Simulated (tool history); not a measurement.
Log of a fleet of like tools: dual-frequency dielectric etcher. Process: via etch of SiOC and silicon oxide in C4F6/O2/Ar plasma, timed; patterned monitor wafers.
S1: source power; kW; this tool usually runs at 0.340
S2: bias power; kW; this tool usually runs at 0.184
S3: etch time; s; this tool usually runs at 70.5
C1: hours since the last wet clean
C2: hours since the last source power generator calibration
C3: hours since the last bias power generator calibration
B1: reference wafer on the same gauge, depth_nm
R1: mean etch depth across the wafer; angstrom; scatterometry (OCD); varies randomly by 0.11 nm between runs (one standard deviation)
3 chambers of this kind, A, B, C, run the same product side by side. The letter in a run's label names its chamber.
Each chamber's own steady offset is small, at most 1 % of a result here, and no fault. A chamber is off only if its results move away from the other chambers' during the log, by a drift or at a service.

run,day,S1,S2,S3,C1,C2,C3,B1,R1
1A,0.246,0.340,0.184,70.5,85.9,3849.2,1474.4,67.482,747.15
# day 0.292: chamber C: source power generator calibrated
2B,0.488,0.340,0.184,70.5,258.9,1494.8,2066.2,67.526,756.39
3C,0.658,0.340,0.184,70.5,30.5,8.9,4416.1,67.542,752.92
4C,0.896,0.340,0.184,70.5,36.2,14.6,4421.8,67.543,756.13
5B,1.146,0.340,0.184,70.5,274.7,1510.6,2082.0,67.583,758.09
6A,1.392,0.340,0.184,70.5,113.4,3876.7,1501.9,67.579,749.50
7C,1.604,0.340,0.184,70.5,53.2,31.6,4438.8,67.572,757.25
8B,1.888,0.340,0.184,70.5,292.5,1528.4,2099.8,67.609,758.01
9A,2.167,0.340,0.184,70.5,132.0,3895.3,1520.5,67.643,749.58
10C,2.321,0.340,0.184,70.5,70.4,48.8,4456.0,67.620,757.43
11B,2.525,0.340,0.184,70.5,307.8,1543.7,2115.1,67.637,761.89
12A,2.779,0.340,0.184,70.5,146.7,3910.0,1535.2,67.651,750.26
13A,2.962,0.340,0.184,70.5,151.1,3914.4,1539.6,67.675,752.28
# day 3.046: chamber B: wet clean of the chamber
14B,3.146,0.340,0.184,70.5,2.5,1558.6,2130.0,67.665,758.36
15C,3.308,0.340,0.184,70.5,94.1,72.5,4479.7,67.695,757.78
16C,3.529,0.340,0.184,70.5,99.4,77.8,4485.0,67.689,756.11
17A,3.717,0.340,0.184,70.5,169.2,3932.5,1557.7,67.717,750.84
18B,4.012,0.340,0.184,70.5,23.3,1579.4,2150.8,67.711,759.35
19C,4.179,0.340,0.184,70.5,115.0,93.4,4500.6,67.720,757.77
20B,4.400,0.340,0.184,70.5,32.6,1588.7,2160.1,67.747,758.98
21A,4.667,0.340,0.184,70.5,192.0,3955.3,1580.5,67.748,750.86
22B,4.950,0.300,0.184,85.0,45.8,1601.9,2173.3,67.763,875.04
23A,5.092,0.300,0.184,85.0,202.2,3965.5,1590.7,67.754,866.25
24C,5.304,0.300,0.184,85.0,142.0,120.4,4527.6,67.783,870.70
25C,5.550,0.340,0.184,70.5,147.9,126.3,4533.5,67.810,757.37
26A,5.696,0.370,0.143,70.5,216.7,3980.0,1605.2,67.799,715.94
27B,5.971,0.370,0.143,70.5,70.3,1626.4,2197.8,67.827,726.58
28A,6.146,0.370,0.143,70.5,227.5,3990.8,1616.0,67.812,716.81
29B,6.450,0.340,0.184,70.5,81.8,1637.9,2209.3,67.849,761.90
30C,6.754,0.340,0.184,70.5,176.8,155.2,4562.4,67.881,759.12
31B,6.996,0.340,0.184,70.5,94.9,1651.0,2222.4,67.857,759.67
32C,7.192,0.340,0.184,70.5,187.3,165.7,4572.9,67.880,758.92
33A,7.371,0.340,0.184,70.5,256.9,4020.2,1645.4,67.893,753.38

The same settings go to every chamber for the next run, one line per chamber below. Forecast the results for each:
34A,7.592,0.340,0.184,70.5,,,,,?
34B,7.592,0.340,0.184,70.5,,,,,?
34C,7.592,0.340,0.184,70.5,,,,,?

run,R1
34A,755.53
34B,763.40
34C,758.05
